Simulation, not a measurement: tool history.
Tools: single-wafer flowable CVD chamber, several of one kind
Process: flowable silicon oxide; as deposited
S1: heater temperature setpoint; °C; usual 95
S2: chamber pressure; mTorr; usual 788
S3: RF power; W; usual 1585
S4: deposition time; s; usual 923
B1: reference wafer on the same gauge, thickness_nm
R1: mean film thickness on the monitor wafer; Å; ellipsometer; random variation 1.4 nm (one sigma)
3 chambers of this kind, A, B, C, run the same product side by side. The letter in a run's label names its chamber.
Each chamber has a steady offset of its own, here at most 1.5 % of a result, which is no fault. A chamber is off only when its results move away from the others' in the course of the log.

{"run": "1C", "hour": 8.3, "S1": 95, "S2": 788, "S3": 1585, "S4": 923, "B1": 699.85, "R1": 6191.1}
{"run": "2A", "hour": 13.4, "S1": 95, "S2": 788, "S3": 1585, "S4": 923, "B1": 699.62, "R1": 6112.6}
{"run": "3B", "hour": 18.9, "S1": 95, "S2": 788, "S3": 1585, "S4": 923, "B1": 700.17, "R1": 6104.2}
{"run": "4C", "hour": 25.2, "S1": 95, "S2": 788, "S3": 1585, "S4": 923, "B1": 700.31, "R1": 6197.5}
{"run": "5B", "hour": 32.4, "S1": 95, "S2": 788, "S3": 1585, "S4": 923, "B1": 700.01, "R1": 6107.4}
{"run": "6A", "hour": 38.4, "S1": 95, "S2": 788, "S3": 1585, "S4": 923, "B1": 699.78, "R1": 6127.3}
{"hour": 40.4, "done": "chamber C: thermocouple changed; heater temperature recalibrated"}
{"run": "7A", "hour": 46.6, "S1": 95, "S2": 788, "S3": 1585, "S4": 923, "B1": 699.84, "R1": 6137.6}
{"run": "8C", "hour": 56.7, "S1": 84, "S2": 788, "S3": 1410, "S4": 923, "B1": 699.93, "R1": 8379.4}
{"run": "9B", "hour": 63.3, "S1": 84, "S2": 788, "S3": 1410, "S4": 923, "B1": 699.59, "R1": 8300.1}
{"run": "10A", "hour": 70.4, "S1": 84, "S2": 788, "S3": 1410, "S4": 923, "B1": 699.76, "R1": 8253.1}
{"run": "11B", "hour": 76.7, "S1": 95, "S2": 949, "S3": 1585, "S4": 810, "B1": 699.44, "R1": 6777.3}
{"run": "12C", "hour": 84.3, "S1": 95, "S2": 949, "S3": 1585, "S4": 810, "B1": 700.27, "R1": 6867}
{"run": "13A", "hour": 94.6, "S1": 95, "S2": 949, "S3": 1585, "S4": 810, "B1": 699.73, "R1": 6782.7}
{"run": "14C", "hour": 101.2, "S1": 95, "S2": 788, "S3": 1585, "S4": 923, "B1": 700.01, "R1": 6208.6}
{"run": "15B", "hour": 108.3, "S1": 95, "S2": 788, "S3": 1585, "S4": 923, "B1": 700.47, "R1": 6116.7}
{"run": "16B", "hour": 115.1, "S1": 95, "S2": 788, "S3": 1585, "S4": 923, "B1": 700, "R1": 6081.6}
{"run": "17A", "hour": 124.2, "S1": 95, "S2": 614, "S3": 1585, "S4": 1046, "B1": 700.22, "R1": 4885}
{"run": "18C", "hour": 128.8, "S1": 95, "S2": 614, "S3": 1585, "S4": 1046, "B1": 699.85, "R1": 5001}
{"run": "19A", "hour": 137.7, "S1": 95, "S2": 614, "S3": 1585, "S4": 1046, "B1": 700.29, "R1": 4877.5}
{"run": "20B", "hour": 143.9, "S1": 95, "S2": 788, "S3": 1585, "S4": 923, "B1": 699.97, "R1": 6103.5}
{"run": "21C", "hour": 152.1, "S1": 95, "S2": 788, "S3": 1585, "S4": 923, "B1": 700, "R1": 6205.5}
{"run": "22B", "hour": 158.6, "S1": 95, "S2": 788, "S3": 1585, "S4": 923, "B1": 700.17, "R1": 6085.5}
{"run": "23C", "hour": 166.0, "S1": 95, "S2": 788, "S3": 1585, "S4": 923, "B1": 699.84, "R1": 6186.8}
{"run": "24A", "hour": 171.2, "S1": 87, "S2": 973, "S3": 1585, "S4": 923, "B1": 700.1, "R1": 10186}
{"run": "25A", "hour": 176.0, "S1": 87, "S2": 973, "S3": 1585, "S4": 923, "B1": 700.06, "R1": 10169}
{"run": "26C", "hour": 186.5, "S1": 87, "S2": 973, "S3": 1585, "S4": 923, "B1": 700.1, "R1": 10394}
{"run": "27B", "hour": 192.7, "S1": 95, "S2": 788, "S3": 1585, "S4": 923, "B1": 699.81, "R1": 6127.5}
{"hour": 194.6, "done": "chamber B: RF generator calibrated"}
{"run": "28A", "hour": 197.3, "S1": 95, "S2": 788, "S3": 1585, "S4": 923, "B1": 699.69, "R1": 6004.1}
{"run": "29C", "hour": 205.0, "S1": 95, "S2": 788, "S3": 1585, "S4": 923, "B1": 700.21, "R1": 6181.1}
{"run": "30B", "hour": 211.9, "S1": 95, "S2": 788, "S3": 1585, "S4": 923, "B1": 699.61, "R1": 6098}
{"run": "31C", "hour": 216.8, "S1": 95, "S2": 788, "S3": 1585, "S4": 923, "B1": 699.98, "R1": 6179.3}
{"run": "32B", "hour": 221.4, "S1": 102, "S2": 788, "S3": 1585, "S4": 1016, "B1": 700.41, "R1": 5306.1}
{"run": "33A", "hour": 231.2, "S1": 102, "S2": 788, "S3": 1585, "S4": 1016, "B1": 700.48, "R1": 5275.2}
{"run": "34C", "hour": 240.2, "S1": 102, "S2": 788, "S3": 1585, "S4": 1016, "B1": 700.08, "R1": 5452.5}
{"run": "35B", "hour": 245.0, "S1": 95, "S2": 788, "S3": 1585, "S4": 923, "B1": 700.1, "R1": 6090.8}
{"run": "36A", "hour": 254.7, "S1": 95, "S2": 788, "S3": 1585, "S4": 923, "B1": 700.23, "R1": 5955.6}
{"run": "37A", "hour": 261.8, "S1": 104, "S2": 788, "S3": 1430, "S4": 923, "B1": 700.37, "R1": 4321.9}
{"run": "38C", "hour": 269.4, "S1": 104, "S2": 788, "S3": 1430, "S4": 923, "B1": 699.89, "R1": 4459.6}
{"run": "39B", "hour": 279.1, "S1": 104, "S2": 788, "S3": 1430, "S4": 923, "B1": 700.3, "R1": 4366.7}
{"run": "40A", "hour": 284.5, "S1": 95, "S2": 788, "S3": 1585, "S4": 923, "B1": 699.63, "R1": 5954.7}
{"run": "41C", "hour": 289.4, "S1": 95, "S2": 788, "S3": 1585, "S4": 923, "B1": 699.72, "R1": 6203.8}

Next, every chamber runs the same settings. What will each give?
{"run": "42A", "hour": 296.9, "S1": 95, "S2": 788, "S3": 1825, "S4": 923, "R1": "?"}
{"run": "42B", "hour": 296.9, "S1": 95, "S2": 788, "S3": 1825, "S4": 923, "R1": "?"}
{"run": "42C", "hour": 296.9, "S1": 95, "S2": 788, "S3": 1825, "S4": 923, "R1": "?"}

run=42A R1=6216.9
run=42B R1=6343.6
run=42C R1=6443.3
